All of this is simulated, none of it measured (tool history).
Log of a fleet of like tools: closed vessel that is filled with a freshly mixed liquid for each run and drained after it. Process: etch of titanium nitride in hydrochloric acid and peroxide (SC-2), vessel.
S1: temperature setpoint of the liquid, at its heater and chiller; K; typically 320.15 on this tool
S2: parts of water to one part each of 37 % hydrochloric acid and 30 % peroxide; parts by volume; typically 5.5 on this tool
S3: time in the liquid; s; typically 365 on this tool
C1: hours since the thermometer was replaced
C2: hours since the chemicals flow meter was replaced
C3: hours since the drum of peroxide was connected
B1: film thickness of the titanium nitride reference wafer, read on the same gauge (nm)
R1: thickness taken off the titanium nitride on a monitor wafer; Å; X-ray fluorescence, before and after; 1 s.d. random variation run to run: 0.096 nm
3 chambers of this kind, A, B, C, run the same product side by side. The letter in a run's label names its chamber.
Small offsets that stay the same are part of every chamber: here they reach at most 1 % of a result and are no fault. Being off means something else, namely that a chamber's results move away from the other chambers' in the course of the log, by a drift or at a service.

run	hour	S1	S2	S3	C1	C2	C3	B1	R1
1C	9.6	320.15	5.5	365	1231.5	120.5	391.6	130.02	194.09
2A	15.0	320.15	5.5	365	786.6	242.8	572.7	129.99	197.29
3B	21.6	320.15	5.5	365	1599.9	978.0	423.8	130.00	195.42
4A	28.8	320.15	5.5	365	800.4	256.6	586.5	130.01	196.12
5C	36.4	325.65	5.5	365	1258.3	147.3	418.4	129.98	279.82
6B	42.8	325.65	5.5	365	1621.1	999.2	445.0	130.00	281.77
7A	49.6	325.65	5.5	365	821.2	277.4	607.3	129.99	285.61
8C	58.3	320.15	5.5	365	1280.2	169.2	440.3	130.00	192.45
9B	63.3	320.15	5.5	365	1641.6	1019.7	465.5	130.01	195.47
10C	73.3	320.15	5.5	365	1295.2	184.2	455.3	129.98	192.75
11A	81.4	320.15	5.5	365	853.0	309.2	639.1	129.98	196.90
12B	87.7	320.15	5.5	365	1666.0	1044.1	489.9	129.98	196.91
13C	92.7	320.15	5.5	365	1314.6	203.6	474.7	129.97	192.46
14A	98.8	320.15	4.0	495	870.4	326.6	656.5	129.99	336.51
15B	108.8	320.15	4.0	495	1687.1	1065.2	511.0	129.99	332.16
16A	119.6	320.15	4.0	495	891.2	347.4	677.3	129.99	333.18
# hour 124.4: chamber A: chemicals flow meter replaced
17B	129.5	320.15	5.5	365	1707.8	1085.9	531.7	129.96	194.00
18C	137.9	320.15	6.5	365	1359.8	248.8	519.9	130.01	170.07
19B	148.1	320.15	6.5	365	1726.4	1104.5	550.3	129.99	170.60
20C	156.9	320.15	6.5	365	1378.8	267.8	538.9	130.03	171.41
21A	165.3	316.65	7.0	365	936.9	41.0	723.0	130.01	128.93
22C	171.5	316.65	7.0	365	1393.4	282.4	553.5	129.99	126.61
23A	182.3	316.65	7.0	365	953.9	58.0	740.0	130.02	127.59
24B	190.9	320.15	5.5	365	1769.2	1147.3	593.1	129.99	195.70
25C	200.7	320.15	5.5	365	1422.6	311.6	582.7	130.02	191.52
26A	210.5	320.15	5.5	365	982.1	86.2	768.2	130.00	191.24
27B	216.6	320.15	5.5	365	1794.9	1173.0	618.8	129.97	195.47
28C	224.4	320.15	5.5	365	1446.3	335.3	606.4	130.06	193.75
29A	229.7	320.15	5.5	365	1001.3	105.4	787.4	130.01	190.74
30B	239.7	320.15	5.5	365	1818.0	1196.1	641.9	130.03	195.23
31A	246.7	320.15	5.5	365	1018.3	122.4	804.4	130.01	188.47
32B	256.0	320.15	5.5	365	1834.3	1212.4	658.2	129.97	196.57
33C	265.3	320.15	5.5	230	1487.2	376.2	647.3	129.97	122.07
# hour 273.0: chamber B: chemicals flow meter replaced
34C	274.5	320.15	5.5	230	1496.4	385.4	656.5	130.02	122.33
35B	283.5	320.15	5.5	230	1861.8	10.6	685.7	130.02	123.17
36A	292.3	320.15	5.5	365	1063.9	168.0	850.0	129.98	186.36
37C	298.3	320.15	8.0	365	1520.2	409.2	680.3	129.99	144.51
38A	308.2	320.15	8.0	365	1079.8	183.9	865.9	130.00	139.28
39B	318.1	320.15	8.0	365	1896.4	45.2	720.3	129.98	145.02

Predict what each chamber gives when all 3 of them run the settings below next.
40A	325.9	320.15	4.0	365					?
40B	325.9	320.15	4.0	365					?
40C	325.9	320.15	4.0	365					?

run	R1
40A	229.25
40B	246.32
40C	239.26
